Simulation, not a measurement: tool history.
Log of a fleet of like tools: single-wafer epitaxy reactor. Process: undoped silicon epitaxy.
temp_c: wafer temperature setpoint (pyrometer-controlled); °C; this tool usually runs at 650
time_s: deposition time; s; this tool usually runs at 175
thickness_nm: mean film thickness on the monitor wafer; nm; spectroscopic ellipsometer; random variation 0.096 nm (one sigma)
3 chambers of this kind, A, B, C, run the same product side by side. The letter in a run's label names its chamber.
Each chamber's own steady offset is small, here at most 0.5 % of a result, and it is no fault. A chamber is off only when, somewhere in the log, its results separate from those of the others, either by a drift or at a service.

run   hour  temp_c  time_s  hours since the last pyrometer calibration  read-back reference wafer on the same gauge, thickness_nm  thickness_nm
 1A    5.2     650     175                                      1098.4                                                     33.984        29.182
 2C   14.5     650     175                                        36.2                                                     34.019        29.438
 3B   20.2     650     175                                       794.4                                                     33.986        29.315
 4C   29.6     650     175                                        51.3                                                      34.01        29.379
 5A   34.8     638     151                                        1128                                                     33.986        19.456
 6B   43.1     638     151                                       817.3                                                     34.017        19.398
 7B   50.2     638     151                                       824.4                                                     34.027        19.486
 8A     60     650     175                                      1153.2                                                     34.015        29.333
 9C   67.9     664     175                                        89.6                                                     34.017        39.884
10C   75.2     664     175                                        96.9                                                     34.003        39.922
11A   81.6     664     175                                      1174.8                                                     33.996        39.295
12B   89.5     650     175                                       863.7                                                     33.991        29.331
13B   99.4     650     175                                       873.6                                                     34.018        29.102
14A  109.5     650     175                                      1202.7                                                     34.002        29.254
15C  117.1     650     175                                       138.8                                                      33.99        29.451
16C  125.8     650     155                                       147.5                                                     34.001        26.185
17B    136     650     155                                       910.2                                                     34.017         26.06
18A  140.8     650     155                                        1234                                                      33.99        25.901
19A  149.3     650     175                                      1242.5                                                     33.973        29.378
20C  154.3     650     175                                         176                                                     33.987        29.584
21B  162.2     650     175                                       936.4                                                     34.009        29.207
22C  167.7     650     175                                       189.4                                                     33.992         29.42
23B  176.6     650     175                                       950.8                                                     34.013        29.377
24A  182.7     660     157                                      1275.9                                                     33.986        32.242
25A  187.3     660     157                                      1280.5                                                     33.997        32.226
26C  195.1     660     157                                       216.8                                                     33.971        32.738
27B  203.6     650     175                                       977.8                                                     33.997         29.37
28C  209.6     650     175                                       231.3                                                     34.012        29.205
29B  215.2     650     175                                       989.4                                                     33.992         29.43
30A  223.3     650     175                                      1316.5                                                      33.99        29.153

One chamber off, gauge drift, or nothing amiss beyond the chambers' own small offsets? If it is a chamber, which one, and what is the likeliest cause?

Neither any chamber nor the gauge drifts; the chambers differ only by their own small, steady offsets.

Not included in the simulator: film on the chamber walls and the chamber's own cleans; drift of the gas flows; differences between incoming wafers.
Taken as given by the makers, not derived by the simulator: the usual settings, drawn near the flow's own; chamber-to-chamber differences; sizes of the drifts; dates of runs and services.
